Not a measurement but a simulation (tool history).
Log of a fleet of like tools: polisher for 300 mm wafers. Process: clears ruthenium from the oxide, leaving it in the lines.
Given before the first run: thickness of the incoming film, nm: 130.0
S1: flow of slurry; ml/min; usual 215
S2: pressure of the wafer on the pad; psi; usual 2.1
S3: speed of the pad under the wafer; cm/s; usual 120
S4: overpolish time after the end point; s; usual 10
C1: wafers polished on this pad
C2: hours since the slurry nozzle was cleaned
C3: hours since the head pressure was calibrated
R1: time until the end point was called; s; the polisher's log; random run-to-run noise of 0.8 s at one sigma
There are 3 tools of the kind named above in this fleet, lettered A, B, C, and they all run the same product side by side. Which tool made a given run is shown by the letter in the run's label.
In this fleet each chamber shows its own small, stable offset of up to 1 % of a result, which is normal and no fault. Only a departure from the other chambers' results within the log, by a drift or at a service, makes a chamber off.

| run | hour | S1 | S2 | S3 | S4 | C1 | C2 | C3 | R1 |
|---|---|---|---|---|---|---|---|---|---|
| 1B | 5.7 | 215 | 2.1 | 120 | 10 | 227 | 263.9 | 85.4 | 82.539 |
| 2C | 14.2 | 215 | 2.1 | 120 | 10 | 290 | 562.7 | 913.8 | 81.897 |
|  | 14.6 | chamber A: worn pad replaced by a new one |
| 3A | 25 | 215 | 2.1 | 120 | 10 | 106 | 762.1 | 512.5 | 79.28 |
| 4A | 31.4 | 215 | 2.1 | 120 | 10 | 171 | 768.5 | 518.9 | 78.996 |
|  | 34.7 | chamber C: head pressure recalibrated |
| 5B | 39.7 | 215 | 2.1 | 120 | 10 | 573 | 297.9 | 119.4 | 80.882 |
| 6C | 51 | 215 | 1.7 | 120 | 10 | 664 | 599.5 | 16.4 | 100.54 |
|  | 51.3 | chamber B: worn pad replaced by a new one |
| 7B | 60.5 | 215 | 1.7 | 120 | 10 | 94 | 318.7 | 140.2 | 100.66 |
| 8A | 72 | 215 | 1.7 | 120 | 10 | 583 | 809.1 | 559.5 | 99.516 |
|  | 81.3 | chamber A: slurry nozzle cleaned |
| 9C | 82.3 | 215 | 2.1 | 120 | 10 | 982 | 630.8 | 47.7 | 80.268 |
|  | 88.8 | chamber C: worn pad replaced by a new one |
| 10A | 91.9 | 215 | 2.1 | 120 | 10 | 785 | 10.6 | 579.4 | 78.794 |
| 11B | 103.8 | 215 | 2.1 | 120 | 10 | 534 | 362 | 183.5 | 79.211 |
| 12C | 115.3 | 215 | 2.1 | 120 | 10 | 269 | 663.8 | 80.7 | 81.626 |
|  | 117.7 | chamber B: worn pad replaced by a new one |
|  | 118.4 | chamber A: worn pad replaced by a new one |
| 13B | 125.3 | 215 | 2.1 | 120 | 10 | 77 | 383.5 | 205 | 81.82 |
| 14A | 134.8 | 215 | 2.1 | 120 | 10 | 166 | 53.5 | 622.3 | 79.847 |
| 15C | 146.6 | 215 | 2.1 | 120 | 10 | 587 | 695.1 | 112 | 80.153 |
| 16B | 156.1 | 215 | 2.1 | 120 | 10 | 390 | 414.3 | 235.8 | 81.726 |
| 17C | 166.8 | 215 | 2.1 | 120 | 10 | 792 | 715.3 | 132.2 | 80.969 |
| 18A | 174.9 | 215 | 2.1 | 120 | 10 | 573 | 93.6 | 662.4 | 77.442 |
| 19B | 184.1 | 215 | 2.1 | 120 | 10 | 675 | 442.3 | 263.8 | 80.579 |
| 20A | 189.7 | 215 | 2.1 | 120 | 10 | 724 | 108.4 | 677.2 | 78.664 |
|  | 199.9 | chamber B: worn pad replaced by a new one |
| 21C | 201.6 | 215 | 2.1 | 120 | 10 | 1146 | 750.1 | 167 | 80.79 |
|  | 204.9 | chamber C: slurry nozzle cleaned |
| 22B | 212.6 | 215 | 2.1 | 120 | 10 | 129 | 470.8 | 292.3 | 80.786 |
|  | 220.5 | chamber C: worn pad replaced by a new one |
|  | 222.4 | chamber A: worn pad replaced by a new one |
| 23A | 223.7 | 215 | 2.1 | 120 | 10 | 13 | 142.4 | 711.2 | 79.561 |
| 24C | 231.8 | 215 | 2.1 | 120 | 10 | 115 | 26.9 | 197.2 | 80.812 |
| 25C | 243.3 | 215 | 2.1 | 120 | 10 | 231 | 38.4 | 208.7 | 80.025 |
| 26B | 251.8 | 215 | 2.1 | 120 | 14 | 527 | 510 | 331.5 | 81.55 |
| 27A | 260.6 | 215 | 2.1 | 120 | 14 | 388 | 179.3 | 748.1 | 80.052 |
|  | 266.2 | chamber B: worn pad replaced by a new one |
| 28B | 267 | 215 | 2.1 | 120 | 14 | 8 | 525.2 | 346.7 | 80.841 |
| 29C | 276.3 | 215 | 2.1 | 120 | 10 | 567 | 71.4 | 241.7 | 81.45 |
| 30A | 284.1 | 215 | 2.1 | 120 | 10 | 627 | 202.8 | 771.6 | 80.056 |
| 31C | 293.1 | 215 | 2.1 | 120 | 6 | 737 | 88.2 | 258.5 | 81.121 |
| 32A | 302.2 | 215 | 2.1 | 120 | 6 | 811 | 220.9 | 789.7 | 80.64 |
| 33B | 313.4 | 215 | 2.1 | 120 | 6 | 480 | 571.6 | 393.1 | 80.415 |
| 34B | 321.3 | 250 | 2.1 | 120 | 7 | 560 | 579.5 | 401 | 79.544 |
|  | 327.2 | chamber A: worn pad replaced by a new one |
| 35A | 328 | 250 | 2.1 | 120 | 7 | 8 | 246.7 | 815.5 | 77.548 |
|  | 331.6 | chamber C: worn pad replaced by a new one |
| 36C | 334.7 | 250 | 2.1 | 120 | 7 | 31 | 129.8 | 300.1 | 79.435 |
| 37A | 340.4 | 215 | 2.1 | 120 | 10 | 134 | 259.1 | 827.9 | 79.692 |
|  | 347.8 | chamber B: worn pad replaced by a new one |
| 38C | 348 | 215 | 2.1 | 120 | 10 | 167 | 143.1 | 313.4 | 81.782 |
| 39B | 355.6 | 215 | 2.1 | 120 | 15 | 79 | 613.8 | 435.3 | 81.099 |
| 40A | 366.2 | 215 | 2.1 | 120 | 15 | 396 | 284.9 | 853.7 | 81.394 |
| 41C | 373.4 | 215 | 2.1 | 120 | 15 | 425 | 168.5 | 338.8 | 82.719 |
| 42B | 379.4 | 215 | 2.1 | 120 | 10 | 321 | 637.6 | 459.1 | 80.755 |
| 43B | 388.6 | 215 | 2.7 | 120 | 10 | 414 | 646.8 | 468.3 | 63.348 |

Next, every chamber runs the same settings. What will each give?
| 44A | 397.7 | 215 | 2.1 | 120 | 10 |  |  |  | ? |
| 44B | 397.7 | 215 | 2.1 | 120 | 10 |  |  |  | ? |
| 44C | 397.7 | 215 | 2.1 | 120 | 10 |  |  |  | ? |

| run | R1 |
|---|---|
| 44A | 78.769 |
| 44B | 80.252 |
| 44C | 79.786 |
